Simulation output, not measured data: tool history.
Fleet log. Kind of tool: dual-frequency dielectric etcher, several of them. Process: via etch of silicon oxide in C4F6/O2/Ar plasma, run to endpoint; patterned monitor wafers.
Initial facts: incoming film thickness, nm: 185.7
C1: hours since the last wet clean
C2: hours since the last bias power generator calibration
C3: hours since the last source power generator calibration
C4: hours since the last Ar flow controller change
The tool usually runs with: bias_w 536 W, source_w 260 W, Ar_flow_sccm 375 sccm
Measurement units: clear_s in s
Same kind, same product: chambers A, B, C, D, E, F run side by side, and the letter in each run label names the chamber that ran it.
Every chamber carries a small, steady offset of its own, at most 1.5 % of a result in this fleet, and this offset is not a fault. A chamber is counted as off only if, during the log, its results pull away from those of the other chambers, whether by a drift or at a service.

-- hour=12.5 chamber E: wet clean of the chamber
run 1F hour=13.6 | bias_w=536 source_w=260 Ar_flow_sccm=375 | C1=303.5 C2=435.8 C3=2403.3 C4=250.5 | clear_s=47.732
-- hour=21.5 chamber D: wet clean of the chamber
run 2C hour=26.7 | bias_w=536 source_w=260 Ar_flow_sccm=375 | C1=181.7 C2=1403.1 C3=1193.3 C4=3049.3 | clear_s=48.341
-- hour=37.3 chamber A: wet clean of the chamber
run 3A hour=37.6 | bias_w=536 source_w=260 Ar_flow_sccm=375 | C1=0.4 C2=414.9 C3=316.9 C4=63.6 | clear_s=47.875
run 4D hour=46.9 | bias_w=536 source_w=260 Ar_flow_sccm=375 | C1=25.5 C2=1144.1 C3=1489.2 C4=4842.7 | clear_s=47.735
run 5E hour=55.6 | bias_w=536 source_w=260 Ar_flow_sccm=375 | C1=43.1 C2=2197.7 C3=360.1 C4=4151.8 | clear_s=47.724
run 6B hour=70.7 | bias_w=536 source_w=260 Ar_flow_sccm=375 | C1=371.0 C2=3621.5 C3=1675.7 C4=1881.7 | clear_s=48.699
-- hour=75.1 chamber B: wet clean of the chamber
run 7D hour=82.1 | bias_w=536 source_w=260 Ar_flow_sccm=375 | C1=60.7 C2=1179.3 C3=1524.4 C4=4877.9 | clear_s=47.484
run 8F hour=97.0 | bias_w=536 source_w=260 Ar_flow_sccm=375 | C1=386.9 C2=519.2 C3=2486.7 C4=333.9 | clear_s=47.463
run 9B hour=107.0 | bias_w=636 source_w=260 Ar_flow_sccm=375 | C1=32.0 C2=3657.8 C3=1712.0 C4=1918.0 | clear_s=45.342
run 10C hour=114.9 | bias_w=636 source_w=260 Ar_flow_sccm=375 | C1=269.9 C2=1491.3 C3=1281.5 C4=3137.5 | clear_s=45.134
run 11A hour=128.9 | bias_w=636 source_w=260 Ar_flow_sccm=375 | C1=91.7 C2=506.2 C3=408.2 C4=154.9 | clear_s=44.580
run 12E hour=135.8 | bias_w=636 source_w=260 Ar_flow_sccm=375 | C1=123.3 C2=2277.9 C3=440.3 C4=4232.0 | clear_s=44.802
run 13E hour=148.1 | bias_w=636 source_w=260 Ar_flow_sccm=375 | C1=135.6 C2=2290.2 C3=452.6 C4=4244.3 | clear_s=44.826
run 14C hour=157.7 | bias_w=636 source_w=260 Ar_flow_sccm=375 | C1=312.7 C2=1534.1 C3=1324.3 C4=3180.3 | clear_s=45.425
run 15F hour=166.2 | bias_w=536 source_w=310 Ar_flow_sccm=332 | C1=456.1 C2=588.4 C3=2555.9 C4=403.1 | clear_s=43.094
run 16B hour=177.8 | bias_w=536 source_w=310 Ar_flow_sccm=332 | C1=102.8 C2=3728.6 C3=1782.8 C4=1988.8 | clear_s=44.480
run 17D hour=191.2 | bias_w=536 source_w=310 Ar_flow_sccm=332 | C1=169.8 C2=1288.4 C3=1633.5 C4=4987.0 | clear_s=44.540
run 18A hour=204.7 | bias_w=536 source_w=310 Ar_flow_sccm=332 | C1=167.5 C2=582.0 C3=484.0 C4=230.7 | clear_s=44.459
run 19A hour=214.1 | bias_w=536 source_w=310 Ar_flow_sccm=332 | C1=176.9 C2=591.4 C3=493.4 C4=240.1 | clear_s=44.266
run 20E hour=221.5 | bias_w=536 source_w=310 Ar_flow_sccm=332 | C1=209.0 C2=2363.6 C3=526.0 C4=4317.7 | clear_s=44.428
run 21B hour=229.1 | bias_w=536 source_w=260 Ar_flow_sccm=375 | C1=154.1 C2=3779.9 C3=1834.1 C4=2040.1 | clear_s=48.411
run 22F hour=239.0 | bias_w=536 source_w=240 Ar_flow_sccm=452 | C1=528.9 C2=661.2 C3=2628.7 C4=475.9 | clear_s=48.638
run 23C hour=251.5 | bias_w=536 source_w=240 Ar_flow_sccm=452 | C1=406.5 C2=1627.9 C3=1418.1 C4=3274.1 | clear_s=51.023
run 24D hour=259.8 | bias_w=536 source_w=240 Ar_flow_sccm=452 | C1=238.4 C2=1357.0 C3=1702.1 C4=5055.6 | clear_s=50.300
-- hour=265.4 chamber B: bias power generator calibrated
run 25B hour=273.7 | bias_w=536 source_w=240 Ar_flow_sccm=452 | C1=198.7 C2=8.4 C3=1878.7 C4=2084.7 | clear_s=50.786
run 26C hour=285.8 | bias_w=536 source_w=240 Ar_flow_sccm=452 | C1=440.8 C2=1662.2 C3=1452.4 C4=3308.4 | clear_s=51.222
run 27D hour=301.0 | bias_w=536 source_w=240 Ar_flow_sccm=452 | C1=279.6 C2=1398.2 C3=1743.3 C4=5096.8 | clear_s=50.394
run 28A hour=310.9 | bias_w=536 source_w=260 Ar_flow_sccm=375 | C1=273.7 C2=688.2 C3=590.2 C4=336.9 | clear_s=47.945
run 29F hour=317.7 | bias_w=459 source_w=260 Ar_flow_sccm=375 | C1=607.6 C2=739.9 C3=2707.4 C4=554.6 | clear_s=48.297
run 30E hour=330.4 | bias_w=459 source_w=260 Ar_flow_sccm=375 | C1=317.9 C2=2472.5 C3=634.9 C4=4426.6 | clear_s=50.751
run 31E hour=339.2 | bias_w=459 source_w=260 Ar_flow_sccm=375 | C1=326.7 C2=2481.3 C3=643.7 C4=4435.4 | clear_s=51.039
run 32D hour=348.8 | bias_w=459 source_w=260 Ar_flow_sccm=375 | C1=327.4 C2=1446.0 C3=1791.1 C4=5144.6 | clear_s=50.880
run 33F hour=359.6 | bias_w=459 source_w=260 Ar_flow_sccm=375 | C1=649.5 C2=781.8 C3=2749.3 C4=596.5 | clear_s=48.029
-- hour=370.9 chamber C: wet clean of the chamber
run 34A hour=373.4 | bias_w=459 source_w=260 Ar_flow_sccm=375 | C1=336.2 C2=750.7 C3=652.7 C4=399.4 | clear_s=51.007
run 35B hour=380.7 | bias_w=536 source_w=260 Ar_flow_sccm=375 | C1=305.7 C2=115.4 C3=1985.7 C4=2191.7 | clear_s=47.960
run 36C hour=387.8 | bias_w=536 source_w=260 Ar_flow_sccm=375 | C1=17.0 C2=1764.2 C3=1554.4 C4=3410.4 | clear_s=48.480

Which is it: a chamber that has drifted or been left off by a service, a gauge drift common to all chambers, or only each chamber's usual small offset? If a chamber is off, name it and its likeliest cause.

One chamber, F, drifts off from the rest bit by bit.
What lies behind it: etch rate over this chamber's usual, % = 4.41.

Here are 4 candidates for chamber F's next run, each the usual settings with a change, their results left as question marks. Which one brings its results back in line with what the others give on the usual settings?
To be in line, a result may differ from the other chambers' mean on the usual settings by at most: clear_s 0.660 s
run 37F-1 hour=399.0 | bias_w=622 source_w=290 Ar_flow_sccm=358 | clear_s=?
run 37F-2 hour=399.0 | bias_w=456 source_w=230 Ar_flow_sccm=391 | clear_s=?
run 37F-3 hour=399.0 | bias_w=580 source_w=280 Ar_flow_sccm=366 | clear_s=?
run 37F-4 hour=399.0 | bias_w=536 source_w=220 Ar_flow_sccm=375 | clear_s=?

Average result of the remaining chambers running the usual settings: clear_s 48.122 s
run=37F-1 clear_s=40.997
run=37F-2 clear_s=50.712
run=37F-3 clear_s=42.760
run=37F-4 clear_s=48.276
37F-4 is the one that brings the chamber's results back in line with the other chambers.
